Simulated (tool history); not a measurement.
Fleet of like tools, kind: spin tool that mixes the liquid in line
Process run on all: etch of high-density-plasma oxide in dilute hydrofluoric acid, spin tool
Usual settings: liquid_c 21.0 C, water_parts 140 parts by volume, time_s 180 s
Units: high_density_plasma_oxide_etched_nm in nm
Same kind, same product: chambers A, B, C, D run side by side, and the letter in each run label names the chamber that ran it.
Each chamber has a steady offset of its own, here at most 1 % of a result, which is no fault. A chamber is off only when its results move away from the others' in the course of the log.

run    day  liquid_c  water_parts  time_s  hours since the thermometer was replaced  hours since the hydrofluoric acid flow meter was replaced  read-back film thickness of the high-density-plasma oxide reference wafer, read on the same gauge (nm)  high_density_plasma_oxide_etched_nm
 1B  0.200      21.0          140     180                                    1440.6                                                      575.7                                                                                                  49.991                               12.117
 2C  0.400      21.0          140     180                                     210.5                                                       51.2                                                                                                  49.987                               12.269
 3D  0.508      21.0          140     180                                    1066.4                                                       40.0                                                                                                  50.010                               12.301
 4A  0.679      21.0          140     180                                    2273.1                                                       17.5                                                                                                  50.021                               12.178
 5B  0.867      21.0          140     180                                    1456.6                                                      591.7                                                                                                  50.002                               11.936
 6D  1.042      21.0          140     180                                    1079.2                                                       52.8                                                                                                  49.983                               12.117
 7A  1.254      21.0          140     180                                    2286.9                                                       31.3                                                                                                  49.981                               12.520
 8C  1.417      21.0          140     180                                     234.9                                                       75.6                                                                                                  49.984                               12.184
 9A  1.625      21.0          140     180                                    2295.8                                                       40.2                                                                                                  50.010                               12.162
10B  1.808      21.0          140     180                                    1479.2                                                      614.3                                                                                                  49.989                               12.090
11C  2.012      23.5          140     180                                     249.2                                                       89.9                                                                                                  50.027                               13.600
12D  2.167      23.5          140     180                                    1106.2                                                       79.8                                                                                                  50.003                               13.407
13D  2.338      23.5          140     180                                    1110.3                                                       83.9                                                                                                  50.020                               13.497
14A  2.438      23.5          140     180                                    2315.3                                                       59.7                                                                                                  49.989                               13.412
15C  2.625      21.0          140     180                                     263.9                                                      104.6                                                                                                  50.006                               12.288
16B  2.746      21.0          140     180                                    1501.7                                                      636.8                                                                                                  49.989                               12.022
17B  2.917      21.0          140     180                                    1505.8                                                      640.9                                                                                                  50.020                               12.192
18D  3.029      21.0          140     180                                    1126.9                                                      100.5                                                                                                  50.003                               12.190
19A  3.150      21.0          140     180                                    2332.4                                                       76.8                                                                                                  49.996                               12.163
20C  3.275      21.0          140     180                                     279.5                                                      120.2                                                                                                  50.015                               12.202
21D  3.425      21.0          140     180                                    1136.4                                                      110.0                                                                                                  49.982                               12.206
22B  3.521      21.0          140     180                                    1520.3                                                      655.4                                                                                                  49.992                               12.086
23C  3.633      21.0          140     180                                     288.1                                                      128.8                                                                                                  49.992                               12.155
24A  3.762      21.0          140     180                                    2347.1                                                       91.5                                                                                                  50.002                               12.345
25B  3.900      21.0          140     180                                    1529.4                                                      664.5                                                                                                  49.981                               12.078
26A  4.071      21.0           90      95                                    2354.5                                                       98.9                                                                                                  49.995                               10.916
27C  4.267      21.0           90      95                                     303.3                                                      144.0                                                                                                  49.981                               10.717
28D  4.454      21.0           90      95                                    1161.1                                                      134.7                                                                                                  49.995                               10.759
29B  4.596      21.0           90      95                                    1546.1                                                      681.2                                                                                                  50.012                               10.484
30A  4.762      21.0          140     180                                    2371.1                                                      115.5                                                                                                  50.027                               12.399
31C  4.917      21.0          140     180                                     318.9                                                      159.6                                                                                                  49.989                               12.272
32D  5.071      21.0          140     180                                    1175.9                                                      149.5                                                                                                  50.009                               12.415
33C  5.246      21.0          140     180                                     326.8                                                      167.5                                                                                                  50.002                               12.173
34B  5.438      21.0          140     180                                    1566.3                                                      701.4                                                                                                  50.040                               12.054

Does one chamber stand apart from the rest, does the shared gauge drift, or is all well apart from small per-chamber offsets? Give the chamber and the most likely cause, where there is one.

The fleet is healthy, with each chamber sitting at its usual small offset and no drift in the gauge.
